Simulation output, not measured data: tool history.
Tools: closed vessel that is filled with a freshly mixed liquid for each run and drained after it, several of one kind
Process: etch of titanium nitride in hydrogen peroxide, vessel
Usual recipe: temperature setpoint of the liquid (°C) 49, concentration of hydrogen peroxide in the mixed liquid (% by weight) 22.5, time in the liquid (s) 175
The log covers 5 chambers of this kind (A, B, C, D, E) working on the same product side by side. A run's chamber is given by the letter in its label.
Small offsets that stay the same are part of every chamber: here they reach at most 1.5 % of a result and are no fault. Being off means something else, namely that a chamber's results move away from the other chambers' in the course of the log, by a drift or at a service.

run,hour,temperature setpoint of the liquid (°C),concentration of hydrogen peroxide in the mixed liquid (% by weight),time in the liquid (s),hours since the thermometer was replaced,hours since the peroxide flow meter was replaced,hours since the drum of peroxide was connected,"read-back film thickness of the titanium nitride reference wafer, read on the same gauge (nm)",thickness taken off the titanium nitride on a monitor wafer (Å)
1D,13.2,49,22.5,175,158.6,472.8,252.6,150.02,40.959
2B,25.8,49,22.5,175,134.3,123.7,920.8,150.02,41.487
# hour 33.5: chamber C: new drum of peroxide connected
3E,37.3,49,22.5,175,2437.2,1455.2,116.7,150.02,41.838
4C,45.9,49,22.5,175,222.9,490.2,12.4,150.04,41.923
# hour 47.8: chamber A: thermometer replaced
5A,59.4,49,22.5,175,11.6,914.8,346.4,150.04,42.242
6A,67.7,49,22.5,175,19.9,923.1,354.7,149.98,42.293
7D,79.9,49,22.5,175,225.3,539.5,319.3,149.96,40.599
8C,86.5,49,22.5,175,263.5,530.8,53.0,150.06,42.233
# hour 92.3: chamber E: peroxide flow meter replaced
9E,100.3,49,22.5,175,2500.2,8.0,179.7,150.03,42.093
10B,109.7,49,22.5,175,218.2,207.6,1004.7,149.96,42.655
11E,120.6,49,22.5,175,2520.5,28.3,200.0,150.02,41.609
12D,126.6,49,22.5,175,272.0,586.2,366.0,150.00,40.580
13B,133.8,49,22.5,175,242.3,231.7,1028.8,149.99,41.660
14C,141.4,49,27.0,100,318.4,585.7,107.9,150.00,25.120
15A,148.2,49,27.0,100,100.4,1003.6,435.2,149.97,24.999
16D,160.8,49,27.0,100,306.2,620.4,400.2,149.99,24.545
17B,173.2,49,27.0,100,281.7,271.1,1068.2,150.07,25.086
18E,180.6,49,27.0,100,2580.5,88.3,260.0,150.00,24.783
19A,188.2,49,22.5,175,140.4,1043.6,475.2,149.99,42.256
20C,196.0,49,22.5,175,373.0,640.3,162.5,149.97,42.381
21C,204.4,49,22.5,175,381.4,648.7,170.9,149.99,41.796
22D,215.9,49,22.5,175,361.3,675.5,455.3,150.00,41.234
23E,226.3,49,22.5,175,2626.2,134.0,305.7,149.99,41.334
# hour 233.7: chamber E: thermometer replaced
24B,234.7,49,22.5,175,343.2,332.6,1129.7,149.96,41.938
25A,243.7,49,22.5,175,195.9,1099.1,530.7,149.98,41.803
26D,252.6,49,22.5,175,398.0,712.2,492.0,150.03,41.335
27A,259.9,49,22.5,175,212.1,1115.3,546.9,150.02,42.204
28C,267.6,49,22.5,175,444.6,711.9,234.1,149.99,42.064
29E,276.8,49,22.5,175,43.1,184.5,356.2,150.03,41.307
30B,287.6,49,22.5,175,396.1,385.5,1182.6,150.06,42.416
31C,298.8,49,22.5,175,475.8,743.1,265.3,149.97,42.286
# hour 303.8: chamber E: new drum of peroxide connected
32A,305.1,49,22.5,175,257.3,1160.5,592.1,150.05,41.792
33D,316.7,49,22.5,175,462.1,776.3,556.1,149.97,40.899
34B,323.5,49,22.5,275,432.0,421.4,1218.5,150.03,64.417
35E,336.8,49,22.5,275,103.1,244.5,33.1,150.03,65.693

Does one chamber stand apart from the rest, does the shared gauge drift, or is all well apart from small per-chamber offsets? Give the chamber and the most likely cause, where there is one.

All chambers stay in line apart from their small fixed offsets, and the gauge does not drift.
